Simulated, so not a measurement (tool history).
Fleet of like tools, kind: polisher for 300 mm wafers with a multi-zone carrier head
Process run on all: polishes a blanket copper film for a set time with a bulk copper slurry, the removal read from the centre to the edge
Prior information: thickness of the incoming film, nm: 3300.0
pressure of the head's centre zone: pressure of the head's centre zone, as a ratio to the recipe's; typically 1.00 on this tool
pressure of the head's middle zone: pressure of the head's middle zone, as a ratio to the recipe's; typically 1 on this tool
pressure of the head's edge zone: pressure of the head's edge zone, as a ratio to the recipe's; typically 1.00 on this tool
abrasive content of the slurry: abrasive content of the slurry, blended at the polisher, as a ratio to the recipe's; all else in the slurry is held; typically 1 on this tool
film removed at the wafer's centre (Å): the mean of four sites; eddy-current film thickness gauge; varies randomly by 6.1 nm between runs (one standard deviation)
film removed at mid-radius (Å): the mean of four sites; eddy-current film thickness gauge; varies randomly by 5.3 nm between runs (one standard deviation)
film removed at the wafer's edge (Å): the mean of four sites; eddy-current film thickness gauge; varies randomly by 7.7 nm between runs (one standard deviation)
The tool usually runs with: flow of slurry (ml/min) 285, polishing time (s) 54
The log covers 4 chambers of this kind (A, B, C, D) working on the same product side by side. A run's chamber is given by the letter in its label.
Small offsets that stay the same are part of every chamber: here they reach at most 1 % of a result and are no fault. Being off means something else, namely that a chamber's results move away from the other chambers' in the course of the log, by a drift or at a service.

| run | hour | flow of slurry (ml/min) | pressure of the head's centre zone | pressure of the head's middle zone | pressure of the head's edge zone | abrasive content of the slurry | polishing time (s) | film removed at the wafer's centre (Å) | film removed at mid-radius (Å) | film removed at the wafer's edge (Å) |
|---|---|---|---|---|---|---|---|---|---|---|
| 1C | 15.1 | 285 | 1.00 | 1 | 1.00 | 1 | 54 | 6948.7 | 6926.6 | 6928.1 |
| 2B | 28.4 | 285 | 1.00 | 1 | 1.00 | 1 | 54 | 6929.2 | 6809.6 | 6981.7 |
|  | 34.8 | chamber A: worn pad replaced by a new one |
| 3A | 37.8 | 285 | 1.00 | 1 | 1.00 | 1 | 54 | 7035.8 | 6995.3 | 7044.0 |
|  | 40.7 | chamber C: centre zone pressure recalibrated |
| 4D | 46.8 | 285 | 1.00 | 1 | 1.00 | 1 | 54 | 6919.4 | 6874.5 | 6847.2 |
| 5C | 56.0 | 285 | 1.00 | 1 | 1.00 | 1 | 54 | 6976.6 | 6939.0 | 7042.6 |
| 6B | 63.7 | 285 | 1.00 | 1 | 1.00 | 1 | 54 | 6878.9 | 6849.3 | 6843.6 |
| 7A | 74.0 | 285 | 0.95 | 1 | 0.93 | 1 | 54 | 6558.1 | 6896.6 | 6793.0 |
|  | 75.6 | chamber D: slurry nozzle cleaned |
|  | 77.7 | chamber C: slurry nozzle cleaned |
| 8D | 81.7 | 285 | 0.95 | 1 | 0.93 | 1 | 54 | 6507.0 | 6839.1 | 6559.7 |
|  | 91.0 | chamber D: edge zone pressure recalibrated |
| 9A | 91.2 | 285 | 0.95 | 1 | 0.93 | 1 | 54 | 6469.8 | 6885.2 | 6791.0 |
| 10B | 98.9 | 285 | 0.95 | 1 | 0.93 | 1 | 54 | 6511.1 | 6675.2 | 6633.5 |
|  | 102.5 | chamber C: worn pad replaced by a new one |
|  | 111.9 | chamber A: worn pad replaced by a new one |
| 11C | 113.9 | 285 | 1.00 | 1 | 1.00 | 1 | 54 | 6852.8 | 7041.9 | 6966.2 |
|  | 127.0 | chamber D: worn pad replaced by a new one |
| 12D | 129.4 | 285 | 1.00 | 1 | 1.00 | 1 | 54 | 6894.7 | 6958.2 | 6969.8 |
| 13D | 137.3 | 285 | 1.00 | 1 | 1.00 | 1 | 54 | 6840.9 | 6924.4 | 6931.1 |
| 14B | 152.5 | 285 | 1.00 | 1 | 1.00 | 1 | 54 | 6602.8 | 6659.0 | 6682.5 |
| 15C | 162.7 | 285 | 1.00 | 1 | 1.00 | 1 | 54 | 6859.0 | 7068.8 | 6887.6 |
|  | 166.5 | chamber B: slurry nozzle cleaned |
| 16A | 171.2 | 285 | 1.00 | 1 | 1.00 | 1 | 54 | 6916.0 | 6869.1 | 7095.7 |
| 17C | 178.2 | 285 | 1.00 | 1 | 1.00 | 1 | 54 | 6906.9 | 6972.9 | 7031.6 |
| 18A | 191.6 | 285 | 1.00 | 1 | 1.00 | 1 | 54 | 6890.9 | 6916.3 | 6917.0 |
|  | 198.6 | chamber A: worn pad replaced by a new one |
|  | 201.4 | chamber C: worn pad replaced by a new one |
| 19B | 203.3 | 210 | 1.00 | 1 | 1.00 | 1 | 69 | 8063.0 | 8003.6 | 8273.0 |
|  | 218.0 | chamber A: slurry nozzle cleaned |
| 20D | 218.2 | 210 | 1.00 | 1 | 1.00 | 1 | 69 | 8411.6 | 8394.8 | 8617.6 |
| 21B | 230.1 | 210 | 1.00 | 1 | 1.00 | 1 | 69 | 8061.9 | 7935.6 | 8197.0 |
| 22D | 245.8 | 210 | 1.00 | 1 | 1.00 | 1 | 69 | 8446.9 | 8526.6 | 8655.9 |
| 23C | 256.7 | 285 | 1.00 | 1 | 1.00 | 1 | 54 | 6903.6 | 6958.0 | 6828.8 |
| 24A | 270.3 | 285 | 1.00 | 1 | 1.00 | 1 | 54 | 6951.3 | 7006.6 | 7113.6 |
|  | 274.0 | chamber A: worn pad replaced by a new one |
| 25A | 280.3 | 285 | 1.00 | 1 | 1.00 | 1 | 54 | 6972.4 | 6926.2 | 6983.8 |
| 26B | 287.2 | 285 | 1.00 | 1 | 1.00 | 1 | 54 | 6264.2 | 6314.4 | 6335.8 |
|  | 289.3 | chamber D: worn pad replaced by a new one |
| 27D | 297.6 | 285 | 1.00 | 1 | 1.00 | 1 | 54 | 6919.3 | 6912.6 | 6915.8 |

All chambers now run identical settings, listed one chamber a line with results as question marks. What results will each chamber show?
| 28A | 308.9 | 285 | 1.00 | 1 | 1.00 | 1 | 54 | ? | ? | ? |
| 28B | 308.9 | 285 | 1.00 | 1 | 1.00 | 1 | 54 | ? | ? | ? |
| 28C | 308.9 | 285 | 1.00 | 1 | 1.00 | 1 | 54 | ? | ? | ? |
| 28D | 308.9 | 285 | 1.00 | 1 | 1.00 | 1 | 54 | ? | ? | ? |

| run | film removed at the wafer's centre (Å) | film removed at mid-radius (Å) | film removed at the wafer's edge (Å) |
|---|---|---|---|
| 28A | 6882.2 | 7058.6 | 6949.7 |
| 28B | 6314.3 | 6339.9 | 6281.2 |
| 28C | 6789.3 | 7034.3 | 6788.6 |
| 28D | 6973.9 | 6911.1 | 6858.4 |
